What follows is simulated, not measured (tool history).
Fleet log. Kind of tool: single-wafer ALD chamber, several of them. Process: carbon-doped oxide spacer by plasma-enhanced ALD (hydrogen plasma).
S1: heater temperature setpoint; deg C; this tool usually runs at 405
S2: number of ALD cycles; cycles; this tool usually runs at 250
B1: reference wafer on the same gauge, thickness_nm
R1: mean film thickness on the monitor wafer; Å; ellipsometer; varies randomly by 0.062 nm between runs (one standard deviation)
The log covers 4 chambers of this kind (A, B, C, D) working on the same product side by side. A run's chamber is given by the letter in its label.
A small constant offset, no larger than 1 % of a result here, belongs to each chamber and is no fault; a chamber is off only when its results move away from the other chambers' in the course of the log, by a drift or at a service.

{"run": "1B", "hour": 8.9, "S1": 405, "S2": 250, "B1": 11.093, "R1": 123.3}
{"run": "2C", "hour": 17.3, "S1": 405, "S2": 250, "B1": 11.098, "R1": 124.4}
{"run": "3A", "hour": 24.4, "S1": 405, "S2": 250, "B1": 11.091, "R1": 124.93}
{"run": "4D", "hour": 34.1, "S1": 405, "S2": 250, "B1": 11.096, "R1": 122.72}
{"run": "5A", "hour": 43.5, "S1": 405, "S2": 250, "B1": 11.098, "R1": 123.95}
{"run": "6D", "hour": 53.3, "S1": 405, "S2": 250, "B1": 11.102, "R1": 123.68}
{"run": "7C", "hour": 64.2, "S1": 405, "S2": 250, "B1": 11.107, "R1": 123.54}
{"run": "8B", "hour": 73.0, "S1": 405, "S2": 250, "B1": 11.104, "R1": 124.37}
{"run": "9B", "hour": 82.7, "S1": 405, "S2": 250, "B1": 11.094, "R1": 123.66}
{"run": "10D", "hour": 89.2, "S1": 392, "S2": 212, "B1": 11.102, "R1": 105.33}
{"run": "11A", "hour": 103.5, "S1": 392, "S2": 212, "B1": 11.096, "R1": 107.11}
{"run": "12C", "hour": 116.0, "S1": 392, "S2": 212, "B1": 11.097, "R1": 105.98}
{"run": "13C", "hour": 127.4, "S1": 392, "S2": 212, "B1": 11.091, "R1": 106.44}
{"run": "14D", "hour": 135.3, "S1": 405, "S2": 250, "B1": 11.112, "R1": 123.62}
{"run": "15A", "hour": 148.0, "S1": 394, "S2": 250, "B1": 11.101, "R1": 126.23}
{"run": "16B", "hour": 162.7, "S1": 394, "S2": 250, "B1": 11.115, "R1": 125.89}
{"run": "17B", "hour": 169.2, "S1": 394, "S2": 250, "B1": 11.092, "R1": 125.87}
{"run": "18D", "hour": 183.8, "S1": 394, "S2": 250, "B1": 11.083, "R1": 125.11}
{"run": "19C", "hour": 193.8, "S1": 400, "S2": 250, "B1": 11.096, "R1": 125.43}
{"run": "20A", "hour": 204.7, "S1": 400, "S2": 250, "B1": 11.097, "R1": 126.91}
{"run": "21D", "hour": 211.5, "S1": 400, "S2": 250, "B1": 11.096, "R1": 124.38}
{"run": "22C", "hour": 220.6, "S1": 400, "S2": 250, "B1": 11.097, "R1": 125.11}
{"run": "23A", "hour": 233.3, "S1": 400, "S2": 250, "B1": 11.108, "R1": 126.52}
{"run": "24B", "hour": 240.6, "S1": 400, "S2": 250, "B1": 11.094, "R1": 125.63}
{"run": "25C", "hour": 250.6, "S1": 400, "S2": 250, "B1": 11.112, "R1": 125.15}
{"run": "26A", "hour": 261.0, "S1": 400, "S2": 250, "B1": 11.103, "R1": 125.26}
{"run": "27D", "hour": 268.2, "S1": 405, "S2": 250, "B1": 11.106, "R1": 123.05}
{"run": "28B", "hour": 277.5, "S1": 405, "S2": 250, "B1": 11.093, "R1": 123.51}
{"run": "29B", "hour": 292.1, "S1": 405, "S2": 250, "B1": 11.101, "R1": 123.74}
{"run": "30A", "hour": 300.6, "S1": 405, "S2": 250, "B1": 11.101, "R1": 124.44}
{"run": "31C", "hour": 313.3, "S1": 405, "S2": 250, "B1": 11.082, "R1": 123.26}
{"run": "32D", "hour": 320.3, "S1": 405, "S2": 250, "B1": 11.096, "R1": 123.08}
{"run": "33A", "hour": 334.6, "S1": 405, "S2": 250, "B1": 11.097, "R1": 124.11}
{"run": "34C", "hour": 345.5, "S1": 405, "S2": 250, "B1": 11.107, "R1": 122.76}
{"run": "35D", "hour": 355.1, "S1": 394, "S2": 230, "B1": 11.096, "R1": 115.03}
{"run": "36B", "hour": 365.1, "S1": 394, "S2": 230, "B1": 11.102, "R1": 115.29}
{"run": "37D", "hour": 379.8, "S1": 394, "S2": 230, "B1": 11.098, "R1": 115.23}
{"run": "38B", "hour": 390.8, "S1": 394, "S2": 230, "B1": 11.093, "R1": 115.77}
{"run": "39C", "hour": 403.3, "S1": 405, "S2": 250, "B1": 11.105, "R1": 122.76}
{"run": "40A", "hour": 410.5, "S1": 405, "S2": 250, "B1": 11.099, "R1": 124.44}
{"run": "41B", "hour": 417.7, "S1": 405, "S2": 250, "B1": 11.094, "R1": 124.03}
{"hour": 420.8, "done": "chamber D: thermocouple changed; heater temperature recalibrated"}
{"run": "42D", "hour": 431.0, "S1": 405, "S2": 250, "B1": 11.101, "R1": 122.94}

Is one chamber off against the others, does the gauge drift, or is nothing wrong? If a chamber is off, say which, and what the likeliest cause is.

No chamber is off and the gauge is stable; the differences are just each chamber's small, constant offset.

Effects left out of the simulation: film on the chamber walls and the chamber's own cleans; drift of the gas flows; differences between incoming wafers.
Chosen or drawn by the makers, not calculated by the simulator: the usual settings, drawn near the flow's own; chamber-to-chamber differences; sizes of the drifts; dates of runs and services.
